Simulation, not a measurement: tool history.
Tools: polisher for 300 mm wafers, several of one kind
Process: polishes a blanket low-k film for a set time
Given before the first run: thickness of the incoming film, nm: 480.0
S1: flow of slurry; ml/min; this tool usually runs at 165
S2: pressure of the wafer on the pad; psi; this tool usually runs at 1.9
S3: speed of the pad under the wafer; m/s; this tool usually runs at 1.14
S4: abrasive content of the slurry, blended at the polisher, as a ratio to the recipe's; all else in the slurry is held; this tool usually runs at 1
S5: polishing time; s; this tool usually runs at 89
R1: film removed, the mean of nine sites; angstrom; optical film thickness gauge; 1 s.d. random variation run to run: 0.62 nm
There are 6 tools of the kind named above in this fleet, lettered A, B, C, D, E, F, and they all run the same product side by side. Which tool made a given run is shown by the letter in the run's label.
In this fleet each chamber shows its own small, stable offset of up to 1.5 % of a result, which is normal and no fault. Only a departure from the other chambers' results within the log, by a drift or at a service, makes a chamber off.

Run 1F, hour 6.0: usual settings. Result: R1 402.33 angstrom.
At hour 10.3: chamber B: conditioning disc replaced and pad reconditioned.
At hour 13.3: chamber A: slurry blender recalibrated.
Run 2D, hour 15.0: usual settings. Result: R1 415.95 angstrom.
At hour 17.3: chamber F: conditioning disc replaced and pad reconditioned.
At hour 18.8: chamber C: worn pad replaced by a new one.
At hour 18.8: chamber E: worn pad replaced by a new one.
Run 3C, hour 26.6: usual settings. Result: R1 416.33 angstrom.
Run 4E, hour 34.0: usual settings. Result: R1 408.07 angstrom.
At hour 40.2: chamber F: worn pad replaced by a new one.
Run 5A, hour 40.7: usual settings. Result: R1 429.14 angstrom.
At hour 43.2: chamber A: worn pad replaced by a new one.
At hour 44.2: chamber B: worn pad replaced by a new one.
Run 6B, hour 47.4: usual settings. Result: R1 422.96 angstrom.
At hour 53.7: chamber D: worn pad replaced by a new one.
Run 7D, hour 57.3: usual settings. Result: R1 413.74 angstrom.
Run 8F, hour 68.3: usual settings. Result: R1 429.30 angstrom.
Run 9E, hour 76.3: usual settings. Result: R1 415.53 angstrom.
At hour 80.6: chamber F: slurry nozzle cleaned.
At hour 84.3: chamber C: conditioning disc replaced and pad reconditioned.
Run 10B, hour 87.2: usual settings but S3 1.28 m/s. Result: R1 459.64 angstrom.
At hour 90.5: chamber A: conditioning disc replaced and pad reconditioned.
At hour 94.3: chamber E: slurry blender recalibrated.
At hour 96.5: chamber C: worn pad replaced by a new one.
Run 11C, hour 98.4: usual settings but S3 1.28 m/s. Result: R1 450.87 angstrom.
Run 12A, hour 105.9: usual settings but S3 1.28 m/s. Result: R1 469.77 angstrom.
At hour 108.0: chamber E: worn pad replaced by a new one.
At hour 113.4: chamber B: conditioning disc replaced and pad reconditioned.
Run 13A, hour 116.1: usual settings but S3 1.28 m/s. Result: R1 456.63 angstrom.
At hour 120.7: chamber A: worn pad replaced by a new one.
At hour 123.7: chamber A: slurry nozzle cleaned.
At hour 125.0: chamber D: worn pad replaced by a new one.
Run 14C, hour 126.7: usual settings but S3 1.28 m/s. Result: R1 448.48 angstrom.
At hour 132.3: chamber D: slurry blender recalibrated.
At hour 135.0: chamber D: head pressure recalibrated.
Run 15B, hour 137.6: usual settings but S3 1.28 m/s. Result: R1 452.65 angstrom.
At hour 143.5: chamber F: worn pad replaced by a new one.
Run 16D, hour 144.4: usual settings. Result: R1 409.18 angstrom.
At hour 150.7: chamber A: slurry blender recalibrated.
Run 17E, hour 157.5: usual settings but S1 110 ml/min, S3 0.78 m/s. Result: R1 283.27 angstrom.
At hour 161.7: chamber B: worn pad replaced by a new one.
Run 18F, hour 164.9: usual settings but S1 110 ml/min, S3 0.78 m/s. Result: R1 290.02 angstrom.
At hour 167.1: chamber C: slurry blender recalibrated.
At hour 168.8: chamber C: worn pad replaced by a new one.
Run 19A, hour 172.0: usual settings but S1 110 ml/min, S3 0.78 m/s. Result: R1 282.07 angstrom.
At hour 182.1: chamber E: conditioning disc replaced and pad reconditioned.
Run 20B, hour 185.1: usual settings but S1 110 ml/min, S3 0.78 m/s. Result: R1 280.50 angstrom.
At hour 194.4: chamber A: worn pad replaced by a new one.
Run 21C, hour 195.4: usual settings but S1 110 ml/min, S3 0.78 m/s. Result: R1 281.45 angstrom.
At hour 196.3: chamber D: worn pad replaced by a new one.
At hour 201.1: chamber E: worn pad replaced by a new one.
Run 22D, hour 203.9: usual settings but S1 110 ml/min, S3 0.78 m/s. Result: R1 277.32 angstrom.
At hour 206.5: chamber B: slurry nozzle cleaned.
Run 23F, hour 213.5: usual settings. Result: R1 413.03 angstrom.
At hour 219.9: chamber F: conditioning disc replaced and pad reconditioned.
Run 24E, hour 221.5: usual settings. Result: R1 414.09 angstrom.
At hour 224.1: chamber B: conditioning disc replaced and pad reconditioned.
Run 25E, hour 234.1: usual settings. Result: R1 417.39 angstrom.
At hour 246.3: chamber B: slurry blender recalibrated.
Run 26F, hour 247.1: usual settings but S3 1.40 m/s. Result: R1 487.43 angstrom.
At hour 256.0: chamber E: slurry blender recalibrated.
At hour 257.5: chamber C: worn pad replaced by a new one.
Run 27D, hour 257.7: usual settings but S3 1.40 m/s. Result: R1 470.99 angstrom.
At hour 260.1: chamber A: worn pad replaced by a new one.
At hour 264.8: chamber F: worn pad replaced by a new one.
Run 28C, hour 268.5: usual settings but S3 1.40 m/s. Result: R1 483.81 angstrom.
At hour 270.4: chamber C: slurry nozzle cleaned.
At hour 278.1: chamber B: worn pad replaced by a new one.
At hour 279.2: chamber D: worn pad replaced by a new one.
Run 29A, hour 279.2: usual settings but S3 1.40 m/s. Result: R1 485.26 angstrom.
At hour 288.8: chamber E: worn pad replaced by a new one.
Run 30B, hour 291.9: usual settings but S3 1.40 m/s. Result: R1 498.60 angstrom.
Run 31A, hour 300.5: usual settings but S3 1.40 m/s. Result: R1 490.26 angstrom.
At hour 300.9: chamber F: slurry blender recalibrated.
Run 32D, hour 310.9: usual settings. Result: R1 387.04 angstrom.
At hour 311.8: chamber B: conditioning disc replaced and pad reconditioned.
At hour 312.9: chamber D: conditioning disc replaced and pad reconditioned.
At hour 315.7: chamber A: slurry blender recalibrated.
Run 33F, hour 317.8: usual settings. Result: R1 413.88 angstrom.
At hour 326.0: chamber A: worn pad replaced by a new one.
Run 34C, hour 326.5: usual settings. Result: R1 409.44 angstrom.
At hour 333.4: chamber E: head pressure recalibrated.
Run 35B, hour 339.1: usual settings. Result: R1 411.63 angstrom.
Run 36E, hour 347.2: usual settings but S2 2.3 psi, S5 75 s. Result: R1 425.40 angstrom.
Run 37D, hour 355.2: usual settings but S2 2.3 psi, S5 75 s. Result: R1 407.96 angstrom.
Run 38F, hour 366.3: usual settings but S2 2.3 psi, S5 75 s. Result: R1 418.74 angstrom.
Run 39A, hour 373.0: usual settings but S2 2.3 psi, S5 75 s. Result: R1 418.73 angstrom.

All chambers now run identical settings, listed one chamber a line with results as question marks. What results will each chamber show?
Run 40A, hour 382.7: usual settings. Result: R1 ?.
Run 40B, hour 382.7: usual settings. Result: R1 ?.
Run 40C, hour 382.7: usual settings. Result: R1 ?.
Run 40D, hour 382.7: usual settings. Result: R1 ?.
Run 40E, hour 382.7: usual settings. Result: R1 ?.
Run 40F, hour 382.7: usual settings. Result: R1 ?.

run      R1
40A  414.38
40B  426.41
40C  410.77
40D  377.13
40E  421.64
40F  410.43

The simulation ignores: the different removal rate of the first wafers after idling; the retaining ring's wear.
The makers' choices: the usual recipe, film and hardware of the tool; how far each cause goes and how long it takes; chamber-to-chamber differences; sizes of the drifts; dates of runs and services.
